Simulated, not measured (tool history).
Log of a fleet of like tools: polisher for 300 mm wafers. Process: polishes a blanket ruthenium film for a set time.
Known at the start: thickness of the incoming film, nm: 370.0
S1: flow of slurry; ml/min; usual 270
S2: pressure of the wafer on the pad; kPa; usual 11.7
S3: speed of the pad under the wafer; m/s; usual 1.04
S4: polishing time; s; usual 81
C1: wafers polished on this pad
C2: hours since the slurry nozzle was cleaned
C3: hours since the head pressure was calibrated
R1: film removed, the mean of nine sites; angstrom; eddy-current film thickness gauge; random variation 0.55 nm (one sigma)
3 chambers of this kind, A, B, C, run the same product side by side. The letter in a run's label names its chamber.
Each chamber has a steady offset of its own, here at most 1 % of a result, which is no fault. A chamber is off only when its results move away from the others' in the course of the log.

| run | hour | S1 | S2 | S3 | S4 | C1 | C2 | C3 | R1 |
|---|---|---|---|---|---|---|---|---|---|
|  | 0.8 | chamber B: slurry nozzle cleaned |
| 1A | 16.0 | 270 | 11.7 | 1.04 | 81 | 1279 | 232.0 | 1302.5 | 767.07 |
|  | 16.2 | chamber A: worn pad replaced by a new one |
| 2C | 23.0 | 270 | 11.7 | 1.04 | 81 | 453 | 51.5 | 420.5 | 785.33 |
| 3B | 36.6 | 270 | 11.7 | 1.04 | 81 | 577 | 35.9 | 601.7 | 768.51 |
| 4C | 44.7 | 270 | 11.7 | 1.04 | 81 | 589 | 73.2 | 442.2 | 771.40 |
| 5B | 56.5 | 270 | 11.7 | 1.04 | 81 | 702 | 55.8 | 621.6 | 768.19 |
| 6A | 72.4 | 270 | 11.7 | 1.04 | 81 | 353 | 288.4 | 1358.9 | 770.13 |
|  | 75.2 | chamber B: worn pad replaced by a new one |
| 7B | 84.3 | 270 | 15.2 | 1.04 | 81 | 57 | 83.6 | 649.4 | 971.43 |
| 8A | 97.1 | 270 | 15.2 | 1.04 | 81 | 508 | 313.1 | 1383.6 | 985.00 |
| 9C | 109.4 | 270 | 15.2 | 1.04 | 81 | 995 | 137.9 | 506.9 | 1008.30 |
|  | 117.9 | chamber A: head pressure recalibrated |
| 10C | 121.7 | 270 | 11.7 | 1.04 | 81 | 1072 | 150.2 | 519.2 | 763.74 |
| 11B | 137.2 | 270 | 11.7 | 1.04 | 81 | 389 | 136.5 | 702.3 | 773.73 |
| 12A | 153.2 | 270 | 11.7 | 1.04 | 81 | 860 | 369.2 | 35.4 | 701.99 |
|  | 160.5 | chamber C: worn pad replaced by a new one |
| 13C | 167.8 | 270 | 11.7 | 1.04 | 81 | 46 | 196.3 | 565.3 | 764.18 |
| 14B | 175.3 | 270 | 11.7 | 1.04 | 62 | 628 | 174.6 | 740.4 | 583.67 |
| 15A | 185.3 | 270 | 11.7 | 1.04 | 62 | 1062 | 401.3 | 67.5 | 537.26 |
| 16B | 195.2 | 270 | 11.7 | 1.04 | 62 | 753 | 194.5 | 760.3 | 590.02 |
| 17A | 203.5 | 270 | 11.7 | 1.04 | 81 | 1176 | 419.5 | 85.7 | 694.51 |
|  | 212.8 | chamber B: worn pad replaced by a new one |
| 18C | 212.9 | 270 | 11.7 | 1.04 | 81 | 329 | 241.4 | 610.4 | 765.49 |
| 19C | 227.5 | 270 | 11.7 | 1.04 | 81 | 421 | 256.0 | 625.0 | 761.95 |
|  | 235.1 | chamber A: worn pad replaced by a new one |
| 20B | 242.4 | 270 | 11.7 | 1.04 | 81 | 186 | 241.7 | 807.5 | 768.20 |
| 21A | 249.9 | 270 | 11.7 | 1.04 | 81 | 93 | 465.9 | 132.1 | 703.15 |
| 22A | 257.3 | 270 | 11.7 | 1.04 | 81 | 139 | 473.3 | 139.5 | 706.10 |
| 23C | 269.9 | 270 | 11.7 | 1.04 | 81 | 687 | 298.4 | 667.4 | 765.45 |
| 24B | 280.7 | 270 | 11.7 | 1.04 | 81 | 426 | 280.0 | 845.8 | 758.05 |
| 25B | 290.9 | 270 | 11.7 | 1.04 | 81 | 490 | 290.2 | 856.0 | 765.25 |

All 3 chambers run these settings next. Forecast each chamber's results:
| 26A | 302.4 | 270 | 11.7 | 1.04 | 69 |  |  |  | ? |
| 26B | 302.4 | 270 | 11.7 | 1.04 | 69 |  |  |  | ? |
| 26C | 302.4 | 270 | 11.7 | 1.04 | 69 |  |  |  | ? |

| run | R1 |
|---|---|
| 26A | 604.44 |
| 26B | 648.83 |
| 26C | 655.95 |
